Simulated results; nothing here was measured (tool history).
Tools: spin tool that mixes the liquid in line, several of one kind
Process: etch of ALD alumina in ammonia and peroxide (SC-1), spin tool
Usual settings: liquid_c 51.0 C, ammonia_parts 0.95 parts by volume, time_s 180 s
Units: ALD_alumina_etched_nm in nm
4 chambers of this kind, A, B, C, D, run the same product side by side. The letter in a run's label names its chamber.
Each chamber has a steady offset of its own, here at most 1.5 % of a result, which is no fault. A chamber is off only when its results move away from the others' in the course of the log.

| run | day | liquid_c | ammonia_parts | time_s | read-back film thickness of the ALD alumina reference wafer, read on the same gauge (nm) | ALD_alumina_etched_nm |
|---|---|---|---|---|---|---|
| 1C | 0.325 | 51.0 | 0.95 | 180 | 39.999 | 8.7052 |
|  | 0.525 | chamber D: heated supply line repaired |
| 2B | 0.571 | 51.0 | 0.95 | 180 | 40.020 | 8.8165 |
| 3D | 0.867 | 51.0 | 0.95 | 180 | 40.003 | 8.7776 |
|  | 1.004 | chamber D: new drum of ammonia solution connected |
|  | 1.150 | chamber C: ammonia flow meter replaced |
| 4A | 1.162 | 51.0 | 0.95 | 180 | 39.999 | 8.6532 |
| 5B | 1.321 | 51.0 | 0.95 | 180 | 39.995 | 8.7584 |
| 6C | 1.521 | 51.0 | 0.95 | 180 | 39.992 | 8.7322 |
| 7A | 1.675 | 51.0 | 0.95 | 180 | 40.006 | 8.6367 |
|  | 1.750 | chamber B: heated supply line repaired |
| 8D | 1.925 | 51.0 | 0.95 | 180 | 39.994 | 8.8884 |
| 9A | 2.092 | 51.0 | 0.95 | 180 | 39.986 | 8.5535 |
| 10B | 2.258 | 51.0 | 0.95 | 180 | 40.004 | 8.8010 |
| 11D | 2.408 | 51.0 | 0.95 | 180 | 39.999 | 8.9881 |
| 12C | 2.625 | 51.0 | 0.95 | 180 | 40.002 | 8.6410 |
| 13C | 2.783 | 51.0 | 0.95 | 180 | 39.999 | 8.8138 |
| 14A | 2.975 | 51.0 | 0.95 | 180 | 40.001 | 8.5744 |
| 15D | 3.217 | 51.0 | 0.95 | 180 | 40.006 | 8.8239 |
| 16B | 3.358 | 51.0 | 0.95 | 180 | 39.990 | 8.7276 |
| 17B | 3.642 | 51.0 | 0.95 | 180 | 39.975 | 8.7995 |
| 18A | 3.912 | 51.0 | 0.95 | 180 | 39.990 | 8.6634 |
| 19D | 4.154 | 51.0 | 0.95 | 180 | 39.989 | 8.9440 |
|  | 4.288 | chamber B: thermometer replaced |
| 20C | 4.425 | 51.0 | 0.95 | 180 | 39.986 | 8.6799 |
| 21C | 4.667 | 51.0 | 0.95 | 180 | 40.015 | 8.6161 |
| 22D | 4.812 | 51.0 | 0.95 | 180 | 40.005 | 8.9341 |
| 23A | 5.054 | 51.0 | 0.95 | 180 | 39.991 | 8.7395 |
| 24B | 5.367 | 51.0 | 0.95 | 180 | 40.015 | 8.8459 |
| 25D | 5.646 | 51.0 | 0.95 | 180 | 40.006 | 8.8491 |
| 26A | 5.925 | 51.0 | 0.95 | 180 | 39.976 | 8.5459 |
| 27B | 6.162 | 51.0 | 0.95 | 180 | 40.008 | 8.8602 |
| 28C | 6.475 | 51.0 | 0.95 | 180 | 40.005 | 8.8067 |
| 29A | 6.671 | 51.0 | 0.95 | 180 | 39.993 | 8.6436 |
| 30C | 6.958 | 51.0 | 0.95 | 180 | 39.985 | 8.7518 |
| 31D | 7.162 | 51.0 | 0.95 | 180 | 40.017 | 8.9008 |
| 32B | 7.308 | 51.0 | 0.95 | 180 | 40.010 | 8.7532 |
| 33A | 7.604 | 51.0 | 0.95 | 180 | 40.009 | 8.7499 |
| 34C | 7.750 | 51.0 | 0.95 | 180 | 39.998 | 8.8003 |

What goes on in this fleet: one chamber off, a drifting gauge, or nothing beyond the chambers' own small offsets? Name the chamber and the cause, if any.

No chamber stands off beyond its own small offset, and the gauge holds steady.
